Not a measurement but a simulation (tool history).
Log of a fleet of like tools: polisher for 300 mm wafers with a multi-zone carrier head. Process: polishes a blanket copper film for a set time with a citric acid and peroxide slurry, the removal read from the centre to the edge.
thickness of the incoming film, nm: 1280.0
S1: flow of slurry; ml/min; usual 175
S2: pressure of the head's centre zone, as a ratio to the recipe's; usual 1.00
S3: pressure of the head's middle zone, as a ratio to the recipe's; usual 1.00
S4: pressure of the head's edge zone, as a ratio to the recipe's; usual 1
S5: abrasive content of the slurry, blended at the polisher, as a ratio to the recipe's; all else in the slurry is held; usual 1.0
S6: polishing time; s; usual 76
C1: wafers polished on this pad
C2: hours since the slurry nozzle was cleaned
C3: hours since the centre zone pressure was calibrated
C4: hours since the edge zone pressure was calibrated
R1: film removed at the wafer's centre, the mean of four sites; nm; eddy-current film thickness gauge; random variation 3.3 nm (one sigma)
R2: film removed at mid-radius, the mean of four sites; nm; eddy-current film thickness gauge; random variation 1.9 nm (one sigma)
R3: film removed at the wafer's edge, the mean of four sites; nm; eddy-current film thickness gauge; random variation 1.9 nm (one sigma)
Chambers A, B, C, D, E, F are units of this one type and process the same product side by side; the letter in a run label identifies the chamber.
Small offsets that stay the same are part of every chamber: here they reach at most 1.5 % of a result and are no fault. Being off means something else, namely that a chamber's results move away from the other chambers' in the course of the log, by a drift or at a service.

| run | hour | S1 | S2 | S3 | S4 | S5 | S6 | C1 | C2 | C3 | C4 | R1 | R2 | R3 |
|---|---|---|---|---|---|---|---|---|---|---|---|---|---|---|
| 1E | 10.4 | 175 | 1.00 | 1.00 | 1 | 1.0 | 76 | 203 | 398.2 | 242.8 | 28.7 | 242.23 | 246.01 | 240.81 |
|  | 11.3 | chamber F: worn pad replaced by a new one |
| 2A | 17.6 | 175 | 1.00 | 1.00 | 1 | 1.0 | 76 | 409 | 322.8 | 1311.9 | 346.0 | 243.81 | 245.22 | 240.46 |
|  | 20.1 | chamber A: centre zone pressure recalibrated |
|  | 24.8 | chamber B: centre zone pressure recalibrated |
| 3B | 24.8 | 175 | 1.00 | 1.00 | 1 | 1.0 | 76 | 1006 | 297.8 | 0.0 | 948.6 | 235.52 | 240.44 | 247.47 |
|  | 26.6 | chamber B: worn pad replaced by a new one |
| 4C | 32.0 | 175 | 1.00 | 1.00 | 1 | 1.0 | 76 | 696 | 341.3 | 181.7 | 374.6 | 241.45 | 237.57 | 237.12 |
| 5F | 42.4 | 175 | 1.00 | 1.00 | 1 | 1.0 | 76 | 228 | 85.5 | 981.9 | 104.7 | 249.47 | 246.19 | 245.72 |
|  | 47.9 | chamber E: worn pad replaced by a new one |
| 6D | 52.2 | 175 | 1.00 | 1.00 | 1 | 1.0 | 76 | 562 | 82.3 | 150.0 | 926.8 | 241.79 | 238.21 | 235.29 |
| 7C | 60.6 | 175 | 1.00 | 1.00 | 1 | 0.8 | 60 | 905 | 369.9 | 210.3 | 403.2 | 181.95 | 177.17 | 177.18 |
| 8B | 67.6 | 175 | 1.00 | 1.00 | 1 | 0.8 | 60 | 300 | 340.6 | 42.8 | 991.4 | 180.03 | 183.94 | 183.94 |
|  | 70.9 | chamber C: worn pad replaced by a new one |
| 9E | 74.3 | 175 | 1.00 | 1.00 | 1 | 0.8 | 60 | 193 | 462.1 | 306.7 | 92.6 | 181.83 | 181.32 | 181.03 |
|  | 75.2 | chamber D: worn pad replaced by a new one |
| 10D | 85.4 | 175 | 1.00 | 1.00 | 1 | 0.8 | 60 | 75 | 115.5 | 183.2 | 960.0 | 179.06 | 183.48 | 178.50 |
|  | 86.6 | chamber A: slurry nozzle cleaned |
| 11A | 91.0 | 175 | 1.00 | 1.00 | 1 | 0.8 | 60 | 946 | 4.5 | 71.0 | 419.4 | 184.72 | 183.20 | 181.51 |
|  | 94.0 | chamber A: worn pad replaced by a new one |
| 12F | 99.1 | 175 | 1.00 | 1.00 | 1 | 0.8 | 60 | 642 | 142.2 | 1038.6 | 161.4 | 186.38 | 183.75 | 184.60 |
| 13B | 107.1 | 175 | 1.00 | 1.00 | 1 | 1.0 | 76 | 589 | 380.1 | 82.3 | 1030.9 | 238.26 | 245.01 | 240.52 |
|  | 112.9 | chamber F: worn pad replaced by a new one |
|  | 115.9 | chamber D: edge zone pressure recalibrated |
| 14E | 117.8 | 175 | 1.00 | 1.00 | 1 | 1.0 | 76 | 511 | 505.6 | 350.2 | 136.1 | 241.85 | 240.16 | 244.87 |
| 15C | 128.1 | 175 | 1.00 | 1.00 | 1 | 1.0 | 76 | 418 | 437.4 | 277.8 | 470.7 | 231.35 | 235.12 | 237.14 |
|  | 129.0 | chamber E: worn pad replaced by a new one |
| 16F | 134.7 | 175 | 1.00 | 1.00 | 1 | 1.0 | 76 | 159 | 177.8 | 1074.2 | 197.0 | 243.93 | 242.61 | 243.23 |
| 17D | 141.2 | 175 | 1.00 | 1.00 | 1 | 1.0 | 76 | 483 | 171.3 | 239.0 | 25.4 | 239.83 | 236.24 | 238.13 |
| 18A | 149.7 | 175 | 1.00 | 1.00 | 1 | 1.0 | 76 | 407 | 63.2 | 129.7 | 478.1 | 243.07 | 244.37 | 243.95 |
|  | 155.6 | chamber B: worn pad replaced by a new one |
| 19C | 158.7 | 175 | 1.00 | 1.00 | 1 | 1.0 | 76 | 642 | 468.0 | 308.4 | 501.3 | 231.96 | 236.84 | 235.37 |
| 20F | 166.3 | 175 | 1.00 | 1.00 | 1 | 1.0 | 76 | 391 | 209.4 | 1105.8 | 228.6 | 251.38 | 241.12 | 245.30 |
|  | 171.7 | chamber D: worn pad replaced by a new one |
| 21B | 177.2 | 175 | 1.00 | 1.00 | 1 | 1.0 | 76 | 158 | 450.2 | 152.4 | 1101.0 | 236.59 | 240.50 | 245.55 |
|  | 184.5 | chamber C: worn pad replaced by a new one |
| 22D | 185.3 | 175 | 1.00 | 1.00 | 1 | 1.0 | 76 | 99 | 215.4 | 283.1 | 69.5 | 240.88 | 240.43 | 238.67 |
|  | 191.4 | chamber F: worn pad replaced by a new one |
|  | 191.9 | chamber E: worn pad replaced by a new one |
|  | 193.2 | chamber F: centre zone pressure recalibrated |
|  | 194.4 | chamber C: slurry nozzle cleaned |
| 23E | 194.5 | 175 | 1.00 | 1.00 | 1 | 1.0 | 76 | 19 | 582.3 | 426.9 | 212.8 | 238.12 | 240.36 | 245.01 |
| 24A | 200.2 | 175 | 1.00 | 1.00 | 1 | 1.0 | 76 | 777 | 113.7 | 180.2 | 528.6 | 238.54 | 245.38 | 240.16 |
| 25C | 206.7 | 175 | 1.00 | 1.00 | 1 | 1.0 | 76 | 162 | 12.3 | 356.4 | 549.3 | 224.74 | 241.27 | 237.27 |
| 26F | 214.8 | 175 | 1.00 | 1.00 | 1 | 1.0 | 76 | 171 | 257.9 | 21.7 | 277.1 | 247.57 | 242.60 | 245.02 |
| 27A | 223.3 | 175 | 1.00 | 1.00 | 1 | 1.0 | 76 | 946 | 136.8 | 203.3 | 551.7 | 232.12 | 245.46 | 240.88 |
| 28E | 234.5 | 175 | 1.00 | 1.00 | 1 | 1.0 | 76 | 311 | 622.3 | 466.9 | 252.8 | 242.09 | 237.06 | 245.14 |
| 29D | 243.6 | 175 | 1.00 | 1.00 | 1 | 1.0 | 76 | 526 | 273.7 | 341.4 | 127.8 | 239.64 | 236.80 | 237.49 |
| 30B | 249.9 | 175 | 1.00 | 1.00 | 1 | 1.0 | 76 | 689 | 522.9 | 225.1 | 1173.7 | 235.18 | 243.82 | 242.91 |
|  | 253.3 | chamber A: worn pad replaced by a new one |
| 31C | 261.4 | 175 | 1.00 | 1.00 | 1 | 1.0 | 76 | 563 | 67.0 | 411.1 | 604.0 | 219.00 | 240.13 | 239.46 |
| 32A | 267.6 | 175 | 1.06 | 1.11 | 1 | 1.0 | 76 | 104 | 181.1 | 247.6 | 596.0 | 258.91 | 271.66 | 241.97 |
|  | 268.5 | chamber E: worn pad replaced by a new one |
|  | 272.4 | chamber F: worn pad replaced by a new one |
| 33D | 274.8 | 175 | 1.06 | 1.11 | 1 | 1.0 | 76 | 754 | 304.9 | 372.6 | 159.0 | 256.48 | 262.03 | 239.03 |
|  | 275.4 | chamber D: centre zone pressure recalibrated |
|  | 276.1 | chamber D: worn pad replaced by a new one |
| 34F | 280.8 | 175 | 1.06 | 1.11 | 1 | 1.0 | 76 | 61 | 323.9 | 87.7 | 343.1 | 259.24 | 265.89 | 244.57 |
| 35B | 288.8 | 175 | 1.06 | 1.11 | 1 | 1.0 | 76 | 974 | 561.8 | 264.0 | 1212.6 | 258.36 | 266.22 | 243.39 |
|  | 289.5 | chamber C: worn pad replaced by a new one |
|  | 292.8 | chamber B: worn pad replaced by a new one |
| 36E | 299.0 | 175 | 1.06 | 1.11 | 1 | 1.0 | 76 | 223 | 686.8 | 531.4 | 317.3 | 251.82 | 266.13 | 242.90 |
| 37D | 306.5 | 175 | 1.06 | 1.11 | 1 | 1.0 | 76 | 222 | 336.6 | 31.2 | 190.7 | 262.47 | 259.43 | 237.44 |
| 38C | 313.2 | 175 | 1.00 | 1.00 | 1 | 1.0 | 76 | 173 | 118.8 | 462.9 | 655.8 | 215.36 | 238.70 | 236.91 |
| 39B | 320.9 | 175 | 1.00 | 1.00 | 1 | 1.0 | 76 | 205 | 593.9 | 296.1 | 1244.7 | 237.25 | 239.37 | 241.66 |
| 40A | 332.9 | 175 | 1.00 | 1.00 | 1 | 1.0 | 76 | 582 | 246.4 | 312.9 | 661.3 | 238.36 | 240.51 | 242.18 |

Which is it: a chamber that has drifted or been left off by a service, a gauge drift common to all chambers, or only each chamber's usual small offset? If a chamber is off, name it and its likeliest cause.

Little by little, chamber C moves away from the other chambers.
Likeliest cause: centre zone's pressure below its setpoint, % = 9.45.

Which of the 4 candidates below, each the usual settings with something changed and its results left as question marks, puts chamber C back in line with what the other chambers give on the usual settings?
In-line tolerance around the mean of the other chambers on the usual settings: R1 11.00 nm; R2 6.60 nm; R3 6.50 nm
| 41C-1 | 341.8 | 180 | 1.07 | 0.98 | 0.98 | 1.0 | 78 |  |  |  |  | ? | ? | ? |
| 41C-2 | 341.8 | 170 | 0.93 | 1.02 | 1.02 | 1.0 | 74 |  |  |  |  | ? | ? | ? |
| 41C-3 | 341.8 | 165 | 0.88 | 1.03 | 1.04 | 1.0 | 73 |  |  |  |  | ? | ? | ? |
| 41C-4 | 341.8 | 185 | 1.13 | 0.97 | 0.96 | 1.0 | 79 |  |  |  |  | ? | ? | ? |

The mean the other chambers reach with the usual settings: R1 239.86 nm; R2 241.74 nm; R3 242.10 nm
| run | R1 | R2 | R3 |
|---|---|---|---|
| 41C-1 | 241.15 | 241.25 | 242.86 |
| 41C-2 | 193.82 | 235.36 | 233.60 |
| 41C-3 | 178.69 | 233.12 | 231.96 |
| 41C-4 | 260.57 | 243.05 | 244.15 |
41C-1 is the one that brings the chamber's results back in line with the other chambers.
